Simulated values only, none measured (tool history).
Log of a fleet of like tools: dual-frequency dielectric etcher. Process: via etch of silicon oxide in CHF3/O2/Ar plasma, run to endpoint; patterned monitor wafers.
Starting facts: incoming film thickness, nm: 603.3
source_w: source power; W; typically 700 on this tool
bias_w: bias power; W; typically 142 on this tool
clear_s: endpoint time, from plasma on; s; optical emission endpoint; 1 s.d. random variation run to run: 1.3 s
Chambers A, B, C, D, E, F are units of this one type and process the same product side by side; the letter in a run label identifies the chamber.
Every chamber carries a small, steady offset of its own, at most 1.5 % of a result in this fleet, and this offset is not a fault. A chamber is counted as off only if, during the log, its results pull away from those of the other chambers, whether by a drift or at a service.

run,day,source_w,bias_w,clear_s
1C,0.292,700,142,310.44
# day 0.404: chamber C: source power generator calibrated
2D,0.821,700,142,313.63
3B,1.200,700,142,310.57
4E,1.592,700,142,308.55
5F,2.033,700,142,311.10
6A,2.512,700,117,335.99
7F,2.767,700,117,329.24
# day 2.875: chamber F: wet clean of the chamber
8D,3.200,700,117,329.82
9A,3.700,700,117,334.81
10E,4.200,700,117,328.88
11B,4.567,700,117,333.64
12C,4.933,700,142,312.07
13A,5.200,840,154,286.67
14F,5.608,840,154,281.76
15E,5.967,840,154,281.84
16D,6.421,840,154,284.13
# day 6.712: chamber B: source power generator calibrated
17C,6.883,840,154,283.64
18B,7.146,840,154,283.44
19D,7.667,630,142,325.42
20B,8.033,630,142,323.65
21C,8.479,630,142,324.74
22A,8.846,630,142,329.05
23F,9.296,630,142,323.21
# day 9.617: chamber A: wet clean of the chamber
24E,9.721,630,142,322.94
25A,10.167,700,142,313.26
26C,10.583,700,142,314.48
27E,11.108,700,142,310.13
28D,11.542,700,142,311.06
29B,11.992,700,142,311.35
30F,12.475,700,142,313.81
31B,12.792,700,158,300.86
# day 12.812: chamber E: wet clean of the chamber
32E,13.271,700,158,300.08
33C,13.562,700,158,308.06
34F,13.983,700,158,301.13
35A,14.371,700,158,302.03
36D,14.871,700,158,299.76
37E,15.308,700,142,309.57
38F,15.700,700,142,310.01

All 6 chambers run these settings next. Forecast each chamber's results:
39A,16.092,700,142,?
39B,16.092,700,142,?
39C,16.092,700,142,?
39D,16.092,700,142,?
39E,16.092,700,142,?
39F,16.092,700,142,?

run,clear_s
39A,315.54
39B,309.87
39C,321.35
39D,312.41
39E,311.47
39F,311.15
